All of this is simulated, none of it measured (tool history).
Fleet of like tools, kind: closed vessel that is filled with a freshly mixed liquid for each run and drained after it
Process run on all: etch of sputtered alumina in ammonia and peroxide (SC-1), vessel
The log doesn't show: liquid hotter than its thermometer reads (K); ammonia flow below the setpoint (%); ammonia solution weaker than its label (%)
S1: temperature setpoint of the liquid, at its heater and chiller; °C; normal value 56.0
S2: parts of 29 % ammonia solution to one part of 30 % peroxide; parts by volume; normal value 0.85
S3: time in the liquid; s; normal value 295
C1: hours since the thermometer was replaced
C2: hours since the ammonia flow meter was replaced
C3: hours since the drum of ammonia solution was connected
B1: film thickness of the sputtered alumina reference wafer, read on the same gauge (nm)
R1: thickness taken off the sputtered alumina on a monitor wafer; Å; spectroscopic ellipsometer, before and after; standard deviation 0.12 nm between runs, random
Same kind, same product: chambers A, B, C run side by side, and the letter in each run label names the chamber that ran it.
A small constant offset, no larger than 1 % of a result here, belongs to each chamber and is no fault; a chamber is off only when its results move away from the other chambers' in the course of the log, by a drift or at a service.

run   hour    S1    S2   S3      C1      C2     C3      B1      R1
 1A    7.5  56.0  0.85  295  2567.2   434.6  630.0  80.041  239.03
 2C   13.2  56.0  0.85  295  1388.9  2208.0  379.5  80.024  243.83
 3B   18.8  56.0  0.85  295  1021.0  1442.5  469.0  80.015  242.62
 4C   26.1  56.0  0.85  295  1401.8  2220.9  392.4  80.011  243.79
 5A   32.0  56.0  0.85  295  2591.7   459.1  654.5  79.938  241.40
 6B   39.0  56.0  0.85  295  1041.2  1462.7  489.2  80.043  242.77
 7A   44.9  56.0  0.85  295  2604.6   472.0  667.4  79.971  243.22
 8B   49.0  56.0  0.85  295  1051.2  1472.7  499.2  79.932  241.02
      51.2  -- chamber B: new drum of ammonia solution connected
 9C   54.5  56.0  0.85  295  1430.2  2249.3  420.8  80.053  242.35
10B   61.3  56.0  0.85  295  1063.5  1485.0   10.2  80.015  241.50
11C   66.9  56.0  0.85  295  1442.6  2261.7  433.2  79.989  244.19
12A   72.5  56.0  0.85  295  2632.2   499.6  695.0  79.994  243.61
13C   76.2  56.0  1.15  295  1451.9  2271.0  442.5  80.024  249.97
14A   79.9  56.0  1.15  295  2639.6   507.0  702.4  79.980  248.12
      80.2  -- chamber A: new drum of ammonia solution connected
15B   85.0  56.0  1.15  295  1087.2  1508.7   33.9  79.981  248.01
16B   90.5  56.0  0.85  295  1092.7  1514.2   39.4  80.024  242.15
17C   97.3  56.0  0.85  295  1473.0  2292.1  463.6  79.987  241.88
18A  101.8  56.0  0.85  295  2661.5   528.9   21.6  80.009  242.54
     104.1  -- chamber C: ammonia flow meter replaced
19A  108.9  56.0  0.85  295  2668.6   536.0   28.7  80.003  243.17
     114.7  -- chamber B: ammonia flow meter replaced
20B  115.2  56.0  0.85  295  1117.4     0.5   64.1  80.050  242.25
21C  121.4  56.0  0.85  295  1497.1    17.3  487.7  80.029  240.52
22B  126.2  52.5  0.85  295  1128.4    11.5   75.1  79.993  201.01
23C  132.6  52.5  0.85  295  1508.3    28.5  498.9  79.993  200.96
24A  139.1  52.5  0.85  295  2698.8   566.2   58.9  79.940  201.99
25B  144.6  56.0  0.85  295  1146.8    29.9   93.5  79.965  244.16
26A  150.2  56.0  0.85  295  2709.9   577.3   70.0  80.002  243.34
27C  156.0  56.0  0.85  295  1531.7    51.9  522.3  79.988  243.30
28A  160.9  62.0  0.85  295  2720.6   588.0   80.7  80.035  332.06
29B  168.5  62.0  0.85  295  1170.7    53.8  117.4  79.990  326.89
30C  172.2  62.0  0.85  295  1547.9    68.1  538.5  80.034  330.56
31B  176.5  56.0  0.85  295  1178.7    61.8  125.4  79.961  243.31
32A  182.7  56.0  0.85  295  2742.4   609.8  102.5  80.013  241.64
33C  188.8  56.0  0.85  295  1564.5    84.7  555.1  80.001  243.15
34A  195.3  56.0  0.85  295  2755.0   622.4  115.1  79.997  243.04
35B  200.9  56.0  0.85  295  1203.1    86.2  149.8  79.964  242.18
36C  206.9  56.0  0.85  295  1582.6   102.8  573.2  80.006  240.92
37A  213.6  56.0  0.85  295  2773.3   640.7  133.4  80.012  240.82
38C  220.7  56.0  0.85  295  1596.4   116.6  587.0  80.022  245.93
39B  224.8  56.0  0.85  295  1227.0   110.1  173.7  80.006  239.02
40C  231.3  56.0  0.85  295  1607.0   127.2  597.6  79.997  241.44
41A  236.1  56.0  0.85  295  2795.8   663.2  155.9  80.028  243.13
42B  239.8  56.0  0.85  295  1242.0   125.1  188.7  79.982  241.02

Is one chamber off against the others, does the gauge drift, or is nothing wrong? If a chamber is off, say which, and what the likeliest cause is.

Neither any chamber nor the gauge drifts; the chambers differ only by their own small, steady offsets.
